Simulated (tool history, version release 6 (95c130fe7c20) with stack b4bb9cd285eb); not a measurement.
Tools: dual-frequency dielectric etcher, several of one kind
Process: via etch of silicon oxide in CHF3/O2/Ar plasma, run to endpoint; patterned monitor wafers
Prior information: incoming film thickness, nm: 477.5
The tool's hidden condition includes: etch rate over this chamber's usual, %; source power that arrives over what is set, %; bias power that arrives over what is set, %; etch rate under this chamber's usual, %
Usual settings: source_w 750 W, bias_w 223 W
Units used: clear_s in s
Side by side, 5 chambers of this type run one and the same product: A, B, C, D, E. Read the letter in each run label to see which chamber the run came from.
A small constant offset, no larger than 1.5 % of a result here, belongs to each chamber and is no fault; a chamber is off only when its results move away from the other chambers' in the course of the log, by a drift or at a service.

run   hour  source_w  bias_w  hours since the last wet clean  hours since the last source power generator calibration  hours since the last bias power generator calibration  clear_s
 1E    5.5       750     223                           257.2                                                   2461.8                                                 1324.0   205.82
 2A    9.4       750     223                           198.3                                                    256.4                                                  609.5   207.24
 3B   14.4       750     223                           295.9                                                    369.1                                                 1030.1   204.64
 4C   17.8       750     223                           376.9                                                   1336.9                                                  327.1   206.48
 5D   22.9       750     223                           431.0                                                   2461.6                                                 2524.8   207.59
 6E   26.4       750     223                           278.1                                                   2482.7                                                 1344.9   202.35
 7D   31.2       750     223                           439.3                                                   2469.9                                                 2533.1   203.13
 8C   35.7       750     223                           394.8                                                   1354.8                                                  345.0   205.52
 9B   40.6       660     223                           322.1                                                    395.3                                                 1056.3   215.92
10A   44.6       660     223                           233.5                                                    291.6                                                  644.7   213.64
11E   50.8       660     223                           302.5                                                   2507.1                                                 1369.3   216.48
12B   57.0       660     223                           338.5                                                    411.7                                                 1072.7   215.81
13D   61.6       660     223                           469.7                                                   2500.3                                                 2563.5   214.63
14C   66.8       750     223                           425.9                                                   1385.9                                                  376.1   205.97
15A   72.3       750     223                           261.2                                                    319.3                                                  672.4   201.86
      79.4  -- chamber D: wet clean of the chamber
16B   79.5       750     223                           361.0                                                    434.2                                                 1095.2   205.28
17A   83.8       750     223                           272.7                                                    330.8                                                  683.9   203.06
18D   88.0       910     196                             8.6                                                   2526.7                                                 2589.9   206.13
19E   93.6       910     196                           345.3                                                   2549.9                                                 1412.1   200.44
20C   98.4       910     196                           457.5                                                   1417.5                                                  407.7   197.27
21A  103.8       910     196                           292.7                                                    350.8                                                  703.9   199.53
22B  111.1       910     196                           392.6                                                    465.8                                                 1126.8   199.85
     114.2  -- chamber C: wet clean of the chamber
23D  116.4       750     223                            37.0                                                   2555.1                                                 2618.3   213.04
24E  123.0       750     223                           374.7                                                   2579.3                                                 1441.5   208.70
25C  130.0       750     223                            15.9                                                   1449.1                                                  439.3   205.18
26D  136.9       750     223                            57.5                                                   2575.6                                                 2638.8   211.51
27A  143.6       750     223                           332.5                                                    390.6                                                  743.7   203.88
28B  148.8       750     223                           430.3                                                    503.5                                                 1164.5   205.15
29C  152.4       750     223                            38.3                                                   1471.5                                                  461.7   205.60
30E  157.4       750     223                           409.1                                                   2613.7                                                 1475.9   206.98
31D  162.8       750     223                            83.4                                                   2601.5                                                 2664.7   213.67
32E  170.2       750     223                           421.9                                                   2626.5                                                 1488.7   204.16
33B  176.2       620     241                           457.7                                                    530.9                                                 1191.9   216.19
     177.8  -- chamber A: wet clean of the chamber
34C  181.5       620     241                            67.4                                                   1500.6                                                  490.8   215.55
35A  185.1       620     241                             7.4                                                    432.1                                                  785.2   215.53
36B  188.9       620     241                           470.4                                                    543.6                                                 1204.6   218.93
37A  195.9       620     241                            18.2                                                    442.9                                                  796.0   214.65
38C  200.0       750     223                            85.9                                                   1519.1                                                  509.3   205.34
39E  204.7       750     223                           456.4                                                   2661.0                                                 1523.2   205.36
     208.1  -- chamber B: wet clean of the chamber
40D  209.0       750     223                           129.6                                                   2647.7                                                 2710.9   211.14
41C  214.3       750     223                           100.2                                                   1533.4                                                  523.6   206.37
42D  221.3       750     223                           141.9                                                   2660.0                                                 2723.2   214.73
43B  227.0       750     223                            18.9                                                    581.7                                                 1242.7   206.05
44A  230.9       750     223                            53.2                                                    477.9                                                  831.0   203.39

All 5 chambers run these settings next. Forecast each chamber's results:
45A  236.2       750     223                                                                                                                                                        ?
45B  236.2       750     223                                                                                                                                                        ?
45C  236.2       750     223                                                                                                                                                        ?
45D  236.2       750     223                                                                                                                                                        ?
45E  236.2       750     223                                                                                                                                                        ?

run  clear_s
45A   204.28
45B   207.61
45C   203.25
45D   211.91
45E   202.24
